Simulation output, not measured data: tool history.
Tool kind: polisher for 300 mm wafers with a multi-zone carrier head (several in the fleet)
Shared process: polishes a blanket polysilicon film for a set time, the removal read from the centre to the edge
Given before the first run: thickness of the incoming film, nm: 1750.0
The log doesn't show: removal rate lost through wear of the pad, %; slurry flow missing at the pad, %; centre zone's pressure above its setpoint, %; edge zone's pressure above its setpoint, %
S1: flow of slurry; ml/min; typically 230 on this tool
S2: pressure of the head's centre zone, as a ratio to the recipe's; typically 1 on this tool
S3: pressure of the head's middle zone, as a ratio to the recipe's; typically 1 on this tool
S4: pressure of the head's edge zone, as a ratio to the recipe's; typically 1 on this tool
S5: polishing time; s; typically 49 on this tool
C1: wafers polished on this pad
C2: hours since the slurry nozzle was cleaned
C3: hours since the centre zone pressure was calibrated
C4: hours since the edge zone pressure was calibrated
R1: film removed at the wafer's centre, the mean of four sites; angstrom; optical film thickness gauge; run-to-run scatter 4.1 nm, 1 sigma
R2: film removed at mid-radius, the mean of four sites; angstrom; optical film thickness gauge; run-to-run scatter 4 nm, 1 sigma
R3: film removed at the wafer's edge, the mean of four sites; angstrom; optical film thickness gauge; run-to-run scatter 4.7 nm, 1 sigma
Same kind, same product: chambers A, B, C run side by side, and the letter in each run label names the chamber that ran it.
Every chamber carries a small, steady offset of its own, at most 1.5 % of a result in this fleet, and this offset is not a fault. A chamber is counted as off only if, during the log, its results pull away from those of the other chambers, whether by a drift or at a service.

| run | day | S1 | S2 | S3 | S4 | S5 | C1 | C2 | C3 | C4 | R1 | R2 | R3 |
|---|---|---|---|---|---|---|---|---|---|---|---|---|---|
| 1C | 0.212 | 230 | 1 | 1 | 1 | 49 | 717 | 134.4 | 352.6 | 305.7 | 6032.5 | 5966.3 | 6007 |
| 2B | 0.446 | 230 | 1 | 1 | 1 | 49 | 299 | 433.8 | 326.7 | 118.3 | 5870.1 | 5997.6 | 5974.1 |
| 3A | 0.65 | 230 | 1 | 1 | 1 | 49 | 442 | 311.3 | 561.2 | 386.7 | 6025.3 | 5941.3 | 5942.7 |
| 4B | 0.829 | 230 | 1 | 1 | 1 | 49 | 429 | 443 | 335.9 | 127.5 | 5926.1 | 5895.5 | 6029.2 |
|  | 0.942 | chamber C: worn pad replaced by a new one |
| 5A | 0.958 | 230 | 1 | 1 | 1 | 49 | 546 | 318.7 | 568.6 | 394.1 | 6064.4 | 5926 | 5941.8 |
| 6C | 1.133 | 230 | 1 | 1 | 1 | 49 | 65 | 156.5 | 374.7 | 327.8 | 5956 | 5952.7 | 5920.3 |
| 7B | 1.296 | 230 | 1 | 1 | 1 | 49 | 586 | 454.2 | 347.1 | 138.7 | 5920.6 | 5968.8 | 6144.3 |
|  | 1.454 | chamber A: worn pad replaced by a new one |
| 8C | 1.525 | 230 | 1 | 1 | 1 | 49 | 197 | 165.9 | 384.1 | 337.2 | 5988.2 | 5950.4 | 6020.1 |
| 9A | 1.729 | 230 | 1 | 1 | 1 | 49 | 93 | 337.2 | 587.1 | 412.6 | 6054 | 5871.4 | 5976 |
| 10A | 1.921 | 230 | 1 | 1 | 1 | 49 | 157 | 341.8 | 591.7 | 417.2 | 6001.8 | 5877.2 | 5986.1 |
| 11C | 2.05 | 230 | 1 | 1 | 1 | 49 | 375 | 178.5 | 396.7 | 349.8 | 5938.4 | 5906.4 | 5909.8 |
|  | 2.212 | chamber B: worn pad replaced by a new one |
| 12B | 2.212 | 230 | 1 | 1 | 1 | 49 | 0 | 476.2 | 369.1 | 160.7 | 5872.1 | 5960.8 | 6021.1 |
| 13B | 2.388 | 230 | 1 | 1 | 1.07 | 49 | 59 | 480.4 | 373.3 | 164.9 | 5905.5 | 5903.4 | 6315.3 |
| 14A | 2.633 | 230 | 1 | 1 | 1.07 | 49 | 398 | 358.9 | 608.8 | 434.3 | 6039 | 5893.9 | 6131.8 |
|  | 2.767 | chamber C: slurry nozzle cleaned |
| 15C | 2.804 | 230 | 1 | 1 | 1.07 | 49 | 629 | 1 | 414.8 | 367.9 | 5995.1 | 5961.2 | 6107.7 |
|  | 2.9 | chamber A: centre zone pressure recalibrated |
| 16A | 2.925 | 230 | 1 | 1 | 1 | 49 | 496 | 365.9 | 0.7 | 441.3 | 5991.4 | 5916.5 | 5968.6 |
| 17B | 3.125 | 230 | 1 | 1 | 1 | 49 | 308 | 498.1 | 391 | 182.6 | 5865.7 | 5926.9 | 5973.4 |
| 18C | 3.275 | 230 | 1 | 1 | 1 | 49 | 788 | 12.3 | 426.1 | 379.2 | 6058.3 | 5955.3 | 5921.6 |
| 19B | 3.471 | 230 | 1 | 1.1 | 1 | 49 | 424 | 506.4 | 399.3 | 190.9 | 5928.4 | 6428.8 | 6028.7 |
|  | 3.571 | chamber A: worn pad replaced by a new one |
| 20A | 3.588 | 230 | 1 | 1.1 | 1 | 49 | 6 | 381.8 | 16.6 | 457.2 | 6078.9 | 6472.1 | 5931.6 |
|  | 3.683 | chamber C: worn pad replaced by a new one |
| 21C | 3.812 | 230 | 1 | 1.1 | 1 | 49 | 44 | 25.2 | 439 | 392.1 | 5908.9 | 6495.1 | 5947.9 |
| 22C | 3.946 | 230 | 1 | 1 | 1 | 49 | 89 | 28.4 | 442.2 | 395.3 | 5958 | 6013.9 | 5943.9 |
| 23A | 4.117 | 230 | 0.95 | 1 | 1 | 49 | 184 | 394.5 | 29.3 | 469.9 | 5727.6 | 5977 | 5864.8 |
| 24B | 4.262 | 230 | 0.95 | 1 | 1 | 49 | 691 | 525.4 | 418.3 | 209.9 | 5507.4 | 5823.4 | 5870.5 |
| 25B | 4.412 | 230 | 0.95 | 1 | 1 | 49 | 742 | 529 | 421.9 | 213.5 | 5377.8 | 5740.2 | 5906.8 |
| 26A | 4.542 | 230 | 1 | 1 | 1 | 49 | 328 | 404.7 | 39.5 | 480.1 | 6071.8 | 5865.9 | 5944.3 |
|  | 4.596 | chamber B: worn pad replaced by a new one |
| 27C | 4.658 | 230 | 1 | 1 | 1 | 49 | 330 | 45.5 | 459.3 | 412.4 | 5969.6 | 5868.6 | 5925.3 |
| 28B | 4.812 | 230 | 1 | 1 | 1 | 49 | 73 | 538.6 | 431.5 | 223.1 | 5752.1 | 5758.8 | 5887.6 |
| 29C | 4.992 | 230 | 1 | 1 | 1 | 49 | 442 | 53.5 | 467.3 | 420.4 | 5980.4 | 5930.2 | 5901.5 |
| 30A | 5.117 | 230 | 1 | 1 | 1 | 49 | 522 | 418.5 | 53.3 | 493.9 | 6067.4 | 5821 | 5934.6 |
| 31B | 5.238 | 230 | 1 | 1 | 1 | 49 | 216 | 548.8 | 441.7 | 233.3 | 5783.4 | 5790.2 | 5862.5 |
| 32A | 5.425 | 230 | 1 | 1 | 1 | 49 | 626 | 425.9 | 60.7 | 501.3 | 6007.5 | 5821 | 5896.1 |
|  | 5.496 | chamber A: worn pad replaced by a new one |
| 33C | 5.646 | 230 | 1 | 1 | 1 | 49 | 663 | 69.2 | 483 | 436.1 | 6023.5 | 5987.2 | 5936.9 |
| 34B | 5.771 | 230 | 1 | 1 | 1 | 49 | 396 | 561.6 | 454.5 | 246.1 | 5702.6 | 5733.1 | 5925.1 |
| 35C | 5.908 | 230 | 1 | 1 | 1 | 49 | 751 | 75.5 | 489.3 | 442.4 | 5974.2 | 5948.6 | 6009.2 |
| 36A | 6.096 | 230 | 1 | 1 | 1 | 49 | 202 | 442 | 76.8 | 517.4 | 6125.9 | 5844.3 | 5966.9 |
| 37A | 6.292 | 230 | 1 | 1 | 1 | 49 | 269 | 446.7 | 81.5 | 522.1 | 6126.3 | 5876.8 | 5863.6 |
| 38C | 6.408 | 230 | 1 | 1 | 1 | 49 | 920 | 87.5 | 501.3 | 454.4 | 5970.9 | 5933.4 | 5898.6 |
| 39B | 6.571 | 230 | 1 | 1 | 1 | 49 | 666 | 580.8 | 473.7 | 265.3 | 5584.9 | 5549.2 | 5742.8 |
| 40B | 6.738 | 230 | 0.95 | 1 | 1 | 35 | 722 | 584.8 | 477.7 | 269.3 | 3775.9 | 4018.7 | 4105.7 |
| 41A | 6.858 | 230 | 0.95 | 1 | 1 | 35 | 460 | 460.3 | 95.1 | 535.7 | 4096.5 | 4233.4 | 4242.8 |

All 3 chambers run these settings next. Forecast each chamber's results:
| 42A | 7.038 | 230 | 1 | 1 | 1 | 49 |  |  |  |  | ? | ? | ? |
| 42B | 7.038 | 230 | 1 | 1 | 1 | 49 |  |  |  |  | ? | ? | ? |
| 42C | 7.038 | 230 | 1 | 1 | 1 | 49 |  |  |  |  | ? | ? | ? |

| run | R1 | R2 | R3 |
|---|---|---|---|
| 42A | 6052.8 | 5868.8 | 5944.1 |
| 42B | 5507.7 | 5571.2 | 5776.6 |
| 42C | 6035.3 | 5961.4 | 5941.3 |
